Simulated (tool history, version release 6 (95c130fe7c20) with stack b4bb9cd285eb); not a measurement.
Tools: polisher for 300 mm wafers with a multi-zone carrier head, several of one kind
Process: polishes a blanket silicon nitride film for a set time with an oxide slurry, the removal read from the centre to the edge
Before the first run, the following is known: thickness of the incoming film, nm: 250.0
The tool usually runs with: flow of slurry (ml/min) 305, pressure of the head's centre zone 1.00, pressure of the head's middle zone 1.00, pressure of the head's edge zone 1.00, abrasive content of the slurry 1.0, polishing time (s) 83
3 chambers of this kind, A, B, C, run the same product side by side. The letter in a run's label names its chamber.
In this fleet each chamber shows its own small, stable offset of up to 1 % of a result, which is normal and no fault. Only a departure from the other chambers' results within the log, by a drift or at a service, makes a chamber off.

| run | hour | flow of slurry (ml/min) | pressure of the head's centre zone | pressure of the head's middle zone | pressure of the head's edge zone | abrasive content of the slurry | polishing time (s) | film removed at the wafer's centre (angstrom) | film removed at mid-radius (angstrom) | film removed at the wafer's edge (angstrom) |
|---|---|---|---|---|---|---|---|---|---|---|
| 1C | 5.7 | 305 | 1.00 | 1.00 | 1.00 | 1.0 | 83 | 597.87 | 583.35 | 596.20 |
| 2A | 11.3 | 305 | 1.00 | 1.00 | 1.00 | 1.0 | 83 | 580.11 | 598.57 | 592.73 |
| 3B | 18.2 | 305 | 1.00 | 1.00 | 1.00 | 1.0 | 83 | 596.83 | 602.36 | 582.28 |
|  | 21.6 | chamber B: edge zone pressure recalibrated |
| 4B | 22.2 | 305 | 1.00 | 1.00 | 1.00 | 1.0 | 83 | 600.54 | 598.24 | 591.96 |
| 5A | 28.4 | 305 | 1.00 | 1.00 | 1.00 | 1.0 | 83 | 586.80 | 602.89 | 598.43 |
| 6C | 34.2 | 305 | 1.00 | 1.00 | 1.00 | 1.0 | 83 | 599.92 | 585.65 | 593.17 |
| 7C | 41.2 | 305 | 1.00 | 1.00 | 1.00 | 1.0 | 83 | 595.29 | 598.34 | 592.90 |
| 8B | 47.1 | 305 | 0.95 | 1.00 | 1.00 | 1.0 | 83 | 562.06 | 591.22 | 587.39 |
|  | 52.1 | chamber A: worn pad replaced by a new one |
| 9A | 53.0 | 305 | 0.95 | 1.00 | 1.00 | 1.0 | 83 | 565.91 | 595.87 | 601.48 |
| 10C | 59.7 | 305 | 0.95 | 1.00 | 1.00 | 1.0 | 83 | 560.56 | 587.62 | 594.16 |
| 11A | 66.3 | 225 | 1.00 | 1.00 | 1.00 | 1.0 | 83 | 568.65 | 575.26 | 581.75 |
| 12B | 73.2 | 225 | 1.00 | 1.00 | 1.00 | 1.0 | 83 | 574.75 | 581.11 | 567.28 |
| 13B | 77.2 | 225 | 1.00 | 1.00 | 1.00 | 1.0 | 83 | 575.20 | 569.27 | 573.41 |
| 14A | 82.0 | 305 | 1.00 | 1.00 | 1.00 | 0.8 | 105 | 679.60 | 683.58 | 679.40 |
| 15C | 85.8 | 305 | 1.00 | 1.00 | 1.00 | 0.8 | 105 | 670.57 | 666.09 | 664.36 |
| 16B | 90.6 | 305 | 1.00 | 1.00 | 1.00 | 0.8 | 105 | 680.36 | 671.56 | 671.96 |
| 17C | 98.1 | 305 | 1.00 | 1.06 | 1.00 | 1.0 | 83 | 590.37 | 620.85 | 586.65 |
| 18A | 104.0 | 305 | 1.00 | 1.06 | 1.00 | 1.0 | 83 | 596.70 | 624.32 | 596.99 |
|  | 106.5 | chamber B: worn pad replaced by a new one |
| 19C | 111.6 | 305 | 1.00 | 1.06 | 1.00 | 1.0 | 83 | 589.71 | 623.34 | 590.67 |
| 20B | 115.8 | 305 | 1.00 | 1.00 | 1.00 | 1.0 | 83 | 601.34 | 584.99 | 598.09 |
|  | 121.5 | chamber A: edge zone pressure recalibrated |
| 21A | 121.6 | 305 | 1.00 | 1.00 | 1.00 | 1.0 | 83 | 582.59 | 595.16 | 592.34 |
| 22B | 127.3 | 305 | 1.00 | 1.00 | 1.00 | 1.0 | 83 | 595.52 | 590.22 | 586.03 |
| 23C | 132.1 | 305 | 1.00 | 1.00 | 1.00 | 1.0 | 83 | 600.40 | 597.17 | 592.88 |
| 24A | 138.9 | 305 | 1.00 | 1.00 | 1.00 | 1.0 | 83 | 588.84 | 591.56 | 595.81 |
|  | 144.0 | chamber A: worn pad replaced by a new one |
| 25B | 146.1 | 305 | 1.00 | 1.00 | 1.00 | 1.0 | 83 | 597.30 | 593.11 | 594.40 |
| 26A | 151.4 | 270 | 1.11 | 1.00 | 1.00 | 1.0 | 83 | 662.16 | 587.78 | 586.70 |
| 27C | 158.1 | 270 | 1.11 | 1.00 | 1.00 | 1.0 | 83 | 655.77 | 586.50 | 585.24 |
| 28B | 163.1 | 270 | 1.11 | 1.00 | 1.00 | 1.0 | 83 | 661.67 | 583.93 | 582.12 |
|  | 166.6 | chamber C: worn pad replaced by a new one |
| 29C | 167.8 | 305 | 1.00 | 1.00 | 1.00 | 1.0 | 83 | 587.02 | 583.55 | 590.25 |
| 30A | 173.4 | 305 | 1.00 | 1.00 | 1.00 | 1.0 | 83 | 595.50 | 602.91 | 596.76 |
| 31C | 178.1 | 305 | 1.00 | 1.00 | 1.00 | 1.0 | 83 | 591.89 | 592.04 | 596.33 |
| 32B | 183.4 | 305 | 1.00 | 1.00 | 1.00 | 1.0 | 83 | 594.20 | 587.43 | 588.26 |
| 33A | 187.7 | 305 | 1.00 | 1.00 | 1.04 | 1.0 | 83 | 593.86 | 608.57 | 610.02 |
|  | 188.8 | chamber A: slurry nozzle cleaned |
| 34B | 191.5 | 305 | 1.00 | 1.00 | 1.04 | 1.0 | 83 | 600.93 | 593.33 | 588.67 |
| 35C | 197.4 | 305 | 1.00 | 1.00 | 1.04 | 1.0 | 83 | 603.52 | 587.58 | 606.78 |
| 36A | 201.6 | 305 | 1.00 | 1.00 | 1.00 | 1.0 | 83 | 586.87 | 589.90 | 600.72 |
| 37B | 205.2 | 305 | 0.95 | 1.00 | 1.00 | 0.8 | 83 | 503.25 | 529.88 | 522.81 |
| 38C | 209.7 | 305 | 0.95 | 1.00 | 1.00 | 0.8 | 83 | 497.50 | 526.64 | 532.41 |
| 39A | 213.5 | 305 | 0.95 | 1.00 | 1.00 | 0.8 | 83 | 501.84 | 533.21 | 536.35 |
| 40C | 218.1 | 305 | 1.00 | 1.00 | 1.00 | 1.0 | 83 | 602.29 | 588.19 | 599.36 |
| 41B | 223.5 | 305 | 1.00 | 1.00 | 1.00 | 1.0 | 83 | 589.86 | 592.69 | 584.36 |

The same settings go to every chamber for the next run, one line per chamber below. Forecast the results for each:
| 42A | 229.0 | 305 | 1.00 | 1.00 | 0.96 | 1.0 | 83 | ? | ? | ? |
| 42B | 229.0 | 305 | 1.00 | 1.00 | 0.96 | 1.0 | 83 | ? | ? | ? |
| 42C | 229.0 | 305 | 1.00 | 1.00 | 0.96 | 1.0 | 83 | ? | ? | ? |

| run | film removed at the wafer's centre (angstrom) | film removed at mid-radius (angstrom) | film removed at the wafer's edge (angstrom) |
|---|---|---|---|
| 42A | 590.15 | 604.70 | 580.70 |
| 42B | 589.69 | 589.99 | 574.13 |
| 42C | 599.59 | 588.82 | 581.22 |

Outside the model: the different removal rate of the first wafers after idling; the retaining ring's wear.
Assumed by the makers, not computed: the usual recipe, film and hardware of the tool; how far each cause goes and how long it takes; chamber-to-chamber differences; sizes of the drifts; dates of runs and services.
